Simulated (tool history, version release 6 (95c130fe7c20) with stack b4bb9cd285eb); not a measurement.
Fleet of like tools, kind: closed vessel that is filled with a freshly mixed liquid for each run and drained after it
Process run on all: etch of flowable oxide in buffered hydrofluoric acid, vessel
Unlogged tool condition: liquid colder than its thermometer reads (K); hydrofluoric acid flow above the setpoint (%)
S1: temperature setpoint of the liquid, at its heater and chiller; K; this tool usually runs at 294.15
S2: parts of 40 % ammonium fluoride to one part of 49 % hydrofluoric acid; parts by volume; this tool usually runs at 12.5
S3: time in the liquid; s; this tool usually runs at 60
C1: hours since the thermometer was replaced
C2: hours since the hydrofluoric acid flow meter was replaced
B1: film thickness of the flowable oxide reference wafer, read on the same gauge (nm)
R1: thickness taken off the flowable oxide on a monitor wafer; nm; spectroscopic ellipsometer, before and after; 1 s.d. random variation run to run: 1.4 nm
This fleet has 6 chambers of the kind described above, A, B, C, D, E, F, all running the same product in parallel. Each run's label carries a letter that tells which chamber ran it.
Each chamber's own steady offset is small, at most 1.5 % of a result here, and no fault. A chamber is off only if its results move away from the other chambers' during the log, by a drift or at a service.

run,hour,S1,S2,S3,C1,C2,B1,R1
1D,6.1,294.15,12.5,60,719,1254.6,139.99,144.76
2E,11.6,294.15,12.5,60,481.2,884.3,140.02,146.64
3F,19.4,294.15,12.5,60,813.5,417.2,139.97,147.57
4A,25.1,294.15,12.5,60,554.6,970.8,139.99,147.63
5B,31.2,294.15,12.5,60,854.8,670,139.98,144.86
6C,36.6,294.15,12.5,60,232.2,211.5,140.02,146.06
7F,42.1,294.15,12.5,60,836.2,439.9,140,145.06
8C,49.5,294.15,12.5,60,245.1,224.4,139.99,149.6
9B,55.8,294.15,12.5,60,879.4,694.6,139.97,146.7
10D,63.7,297.65,9,60,776.6,1312.2,140.03,232.53
11E,72,297.65,9,60,541.6,944.7,140.05,235.08
12A,77.5,297.65,9,60,607,1023.2,140,236.03
13D,86,297.65,9,60,798.9,1334.5,139.97,233.98
14A,91.3,297.65,9,60,620.8,1037,139.99,234.4
15B,98.4,297.65,9,60,922,737.2,140.02,237.23
16E,103.2,290.15,15,60,572.8,975.9,140,96.211
17F,111.1,290.15,15,60,905.2,508.9,140.01,96.621
18C,117.9,290.15,15,60,313.5,292.8,140,99.563
19B,126.5,290.15,15,60,950.1,765.3,140.01,98.719
20D,133.3,290.15,15,60,846.2,1381.8,140,97.874
21F,139,290.15,15,60,933.1,536.8,140.04,97.842
# hour 139.3: chamber D: thermometer replaced
22C,145.9,294.15,16.5,60,341.5,320.8,140.01,112.18
23E,152.1,294.15,16.5,60,621.7,1024.8,139.96,106.87
24A,158.8,294.15,16.5,60,688.3,1104.5,140.01,109.49
25F,165.4,294.15,16.5,60,959.5,563.2,140.01,109.82
26E,169.8,294.15,16.5,60,639.4,1042.5,140,107.47
27B,174.7,294.15,16.5,60,998.3,813.5,140.02,110.39
28D,184.4,291.15,12.5,75,45.1,1432.9,139.99,155.33
29C,192.9,291.15,12.5,75,388.5,367.8,140.03,155.37
30A,199.3,291.15,12.5,75,728.8,1145,140.01,153.07
31B,208.6,291.15,12.5,75,1032.2,847.4,139.97,151.97
32A,217.4,291.15,12.5,75,746.9,1163.1,139.98,152.95
33D,222.4,291.15,12.5,75,83.1,1470.9,140.04,154.66
34F,230.7,294.15,12.5,60,1024.8,628.5,140.02,145.36
35C,236.7,294.15,12.5,60,432.3,411.6,139.95,149.34
36E,242.1,294.15,12.5,70,711.7,1114.8,140.01,155.21
37B,250.4,294.15,12.5,70,1074,889.2,139.99,167.95
38D,257.8,294.15,12.5,70,118.5,1506.3,140.01,169.51
39F,266.1,294.15,12.5,70,1060.2,663.9,140.02,170.45
40C,271.9,294.15,12.5,70,467.5,446.8,139.96,173.84
41E,278.9,294.15,12.5,70,748.5,1151.6,139.98,152.52
42A,288,294.15,12.5,60,817.5,1233.7,139.97,146.68
43C,292.3,294.15,12.5,60,487.9,467.2,139.97,148.33
44A,297.6,294.15,12.5,60,827.1,1243.3,140.01,146.96

Does one chamber stand apart from the rest, does the shared gauge drift, or is all well apart from small per-chamber offsets? Give the chamber and the most likely cause, where there is one.

Chamber E drifts away from the others.
Cause: liquid colder than its thermometer reads (K) = 2.25.
From this log alone, it may not be told apart from: hydrofluoric acid flow below the setpoint (%).

Which of the 4 candidates below, each the usual settings with something changed and its results left as question marks, puts chamber E back in line with what the other chambers give on the usual settings?
In line here means within this much of the mean the other chambers give on the usual settings: R1 4.8 nm
45E-1,304.5,293.15,13.5,60,,,,?
45E-2,304.5,297.65,12.5,60,,,,?
45E-3,304.5,294.15,12,65,,,,?
45E-4,304.5,294.15,15.5,60,,,,?

Usual-settings mean across the other chambers: R1 146.16 nm
run,R1
45E-1,114.29
45E-2,159.12
45E-3,147.1
45E-4,105.82
With 45E-3, the chamber falls back in line with the rest.
